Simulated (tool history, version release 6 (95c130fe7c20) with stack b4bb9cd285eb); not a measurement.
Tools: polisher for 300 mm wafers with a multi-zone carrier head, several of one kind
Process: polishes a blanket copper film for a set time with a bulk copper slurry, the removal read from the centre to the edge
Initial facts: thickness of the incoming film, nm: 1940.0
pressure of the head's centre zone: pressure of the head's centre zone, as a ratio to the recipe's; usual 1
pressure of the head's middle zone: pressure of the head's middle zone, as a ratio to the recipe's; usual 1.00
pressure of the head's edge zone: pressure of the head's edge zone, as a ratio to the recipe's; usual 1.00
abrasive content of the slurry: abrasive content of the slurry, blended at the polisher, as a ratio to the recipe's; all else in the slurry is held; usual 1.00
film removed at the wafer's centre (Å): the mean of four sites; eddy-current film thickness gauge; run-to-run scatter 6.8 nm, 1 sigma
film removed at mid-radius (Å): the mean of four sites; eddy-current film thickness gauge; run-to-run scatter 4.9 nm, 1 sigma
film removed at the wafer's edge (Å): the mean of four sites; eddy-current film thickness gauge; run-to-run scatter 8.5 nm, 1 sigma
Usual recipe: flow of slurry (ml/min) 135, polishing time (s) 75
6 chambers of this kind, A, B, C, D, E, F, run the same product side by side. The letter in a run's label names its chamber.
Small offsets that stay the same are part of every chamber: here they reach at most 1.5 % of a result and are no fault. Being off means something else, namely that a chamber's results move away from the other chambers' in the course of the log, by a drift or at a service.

run,hour,flow of slurry (ml/min),pressure of the head's centre zone,pressure of the head's middle zone,pressure of the head's edge zone,abrasive content of the slurry,polishing time (s),wafers polished on this pad,hours since the slurry nozzle was cleaned,hours since the centre zone pressure was calibrated,hours since the edge zone pressure was calibrated,film removed at the wafer's centre (Å),film removed at mid-radius (Å),film removed at the wafer's edge (Å)
1D,2.5,135,1,1.00,1.00,1.00,75,288,37.8,1062.8,508.0,7792.2,7966.4,7830.0
# hour 6.6: chamber C: edge zone pressure recalibrated
2E,6.6,135,1,1.00,1.00,1.00,75,155,153.3,653.2,17.6,7878.0,7726.6,7893.0
3F,10.0,135,1,1.00,1.00,1.00,75,583,499.4,443.8,579.7,7892.3,7803.2,7930.1
# hour 11.1: chamber F: worn pad replaced by a new one
4B,13.1,135,1,1.00,1.00,1.00,75,445,48.1,739.6,697.2,7850.3,7782.4,7796.2
5C,15.4,135,1,1.00,1.00,1.00,75,379,23.4,177.8,8.9,7838.3,7888.4,7755.5
6A,19.6,135,1,0.96,1.00,1.25,75,788,592.2,813.1,22.1,8303.3,8029.2,8194.3
7A,23.6,135,1,0.96,1.00,1.25,75,824,596.2,817.1,26.1,8298.1,7939.8,8355.8
8C,27.0,135,1,0.96,1.00,1.25,75,483,35.0,189.4,20.5,8335.4,8026.9,8204.6
9B,30.7,135,1,0.96,1.00,1.25,75,604,65.7,757.2,714.8,8127.5,7904.6,8208.9
10D,34.8,135,1,0.96,1.00,1.25,75,580,70.1,1095.1,540.3,8184.9,8020.7,8278.2
11F,38.6,135,1,0.96,1.00,1.25,75,248,528.0,472.4,608.3,8212.5,8012.1,8156.8
# hour 39.5: chamber D: worn pad replaced by a new one
12E,42.8,135,1,1.00,1.00,1.00,75,481,189.5,689.4,53.8,7988.9,7772.0,7906.8
13B,46.8,135,1,1.00,1.00,1.00,75,749,81.8,773.3,730.9,7727.3,7818.3,7828.1
14E,50.2,135,1,1.00,1.00,1.00,75,548,196.9,696.8,61.2,7819.7,7830.8,7925.7
15D,54.3,135,1,1.00,1.00,1.00,75,133,89.6,1114.6,559.8,7875.0,7896.9,7749.1
# hour 55.3: chamber E: slurry nozzle cleaned
16A,57.8,135,1,1.00,1.00,1.00,75,1133,630.4,851.3,60.3,7674.3,7645.8,7459.5
17C,61.5,135,1,1.00,1.00,1.00,75,795,69.5,223.9,55.0,7782.5,7947.6,7864.6
# hour 62.8: chamber D: centre zone pressure recalibrated
18F,64.0,135,1,1.00,1.00,1.00,75,477,553.4,497.8,633.7,7751.0,7835.3,8039.7
19A,66.8,135,1,1.00,1.00,1.00,75,1214,639.4,860.3,69.3,7470.4,7506.6,7606.1
20F,68.8,135,1,1.00,1.00,1.00,75,520,558.2,502.6,638.5,7879.4,7920.4,7919.2
# hour 72.6: chamber F: worn pad replaced by a new one
21B,73.0,135,1,1.00,1.00,1.00,75,986,108.0,799.5,757.1,7645.4,7734.8,7805.6
22E,74.9,135,1,1.07,1.00,1.00,89,771,19.7,721.5,85.9,9244.8,9901.1,9299.3
# hour 75.8: chamber C: worn pad replaced by a new one
23D,78.1,135,1,1.07,1.00,1.00,89,348,113.4,15.3,583.6,9356.4,10071.0,9262.1
# hour 78.4: chamber E: worn pad replaced by a new one
24C,80.7,135,1,1.07,1.00,1.00,89,44,88.7,243.1,74.2,9331.7,9961.1,9269.1
25D,84.0,135,1,1.07,1.00,1.00,89,401,119.3,21.2,589.5,9301.3,10018.0,9502.8
26C,86.0,135,1,1.07,1.00,1.00,89,92,94.0,248.4,79.5,9262.7,10091.0,9375.6
27B,87.9,135,1,1.07,1.00,1.00,89,1120,122.9,814.4,772.0,9082.4,9830.3,9448.8
28E,89.8,180,1,1.00,0.93,1.00,75,102,34.6,736.4,100.8,8350.2,8182.7,7938.3
29F,92.5,180,1,1.00,0.93,1.00,75,180,581.9,526.3,662.2,8302.1,8322.8,7864.4
30A,96.0,180,1,1.00,0.93,1.00,75,1478,668.6,889.5,98.5,7616.9,7676.4,7119.3
31F,99.3,180,1,1.00,0.93,1.00,75,241,588.7,533.1,669.0,8292.4,8213.4,7992.5
# hour 100.6: chamber B: worn pad replaced by a new one
32A,101.4,180,1,1.00,0.93,1.00,75,1526,674.0,894.9,103.9,7594.4,7648.3,7392.7
33C,103.3,180,1,1.00,0.93,1.00,75,248,111.3,265.7,96.8,8327.0,8340.7,7875.1
34E,107.5,135,1,1.00,1.00,1.00,75,262,52.3,754.1,118.5,7728.3,7877.4,7851.8
35D,109.7,135,1,1.00,1.00,1.00,75,633,145.0,46.9,615.2,7911.5,7927.9,7885.8
36B,113.4,135,1,1.00,1.00,1.00,75,115,148.4,839.9,797.5,7563.6,7705.7,7741.5
# hour 114.5: chamber D: worn pad replaced by a new one
37D,115.9,135,1,1.00,1.00,1.00,75,13,151.2,53.1,621.4,7955.3,7963.3,7866.1
38E,120.0,135,1,1.00,1.00,1.00,75,375,64.8,766.6,131.0,7888.7,7764.0,8035.9
39C,122.6,100,1,1.00,0.93,1.00,75,422,130.6,285.0,116.1,7280.1,7438.9,7289.5
40F,124.7,100,1,1.00,0.93,1.00,75,470,614.1,558.5,694.4,7207.7,7305.2,7250.4
41B,126.6,100,1,1.00,0.93,1.00,75,234,161.6,853.1,810.7,7122.3,7197.4,7176.7

What goes on in this fleet: one chamber off, a drifting gauge, or nothing beyond the chambers' own small offsets? Name the chamber and the cause, if any.

It is chamber A that slowly wanders off from its peers.
Likeliest cause: removal rate lost through wear of the pad, % = 11.6.
With only this log, it may be confused with: slurry flow missing at the pad, %.

Which of the 4 candidates below, each the usual settings with something changed and its results left as question marks, puts chamber A back in line with what the other chambers give on the usual settings?
In-line tolerance around the mean of the other chambers on the usual settings: film removed at the wafer's centre (Å) 240.0; film removed at mid-radius (Å) 170.0; film removed at the wafer's edge (Å) 300.0
42A-1,129.7,135,1.00,1.00,0.99,1.00,67,,,,,?,?,?
42A-2,129.7,140,1.00,1.00,1.01,1.05,94,,,,,?,?,?
42A-3,129.7,130,1.01,1.00,0.98,0.95,59,,,,,?,?,?
42A-4,129.7,135,1.00,1.00,1.01,1.00,84,,,,,?,?,?

The mean the other chambers reach with the usual settings: film removed at the wafer's centre (Å) 7824.3; film removed at mid-radius (Å) 7849.0; film removed at the wafer's edge (Å) 7869.7
run,film removed at the wafer's centre (Å),film removed at mid-radius (Å),film removed at the wafer's edge (Å)
42A-1,6251.3,6241.0,6203.5
42A-2,8941.7,8918.0,8937.5
42A-3,5452.4,5389.9,5342.4
42A-4,7837.4,7824.3,7858.6
42A-4 is the one that brings the chamber's results back in line with the other chambers.
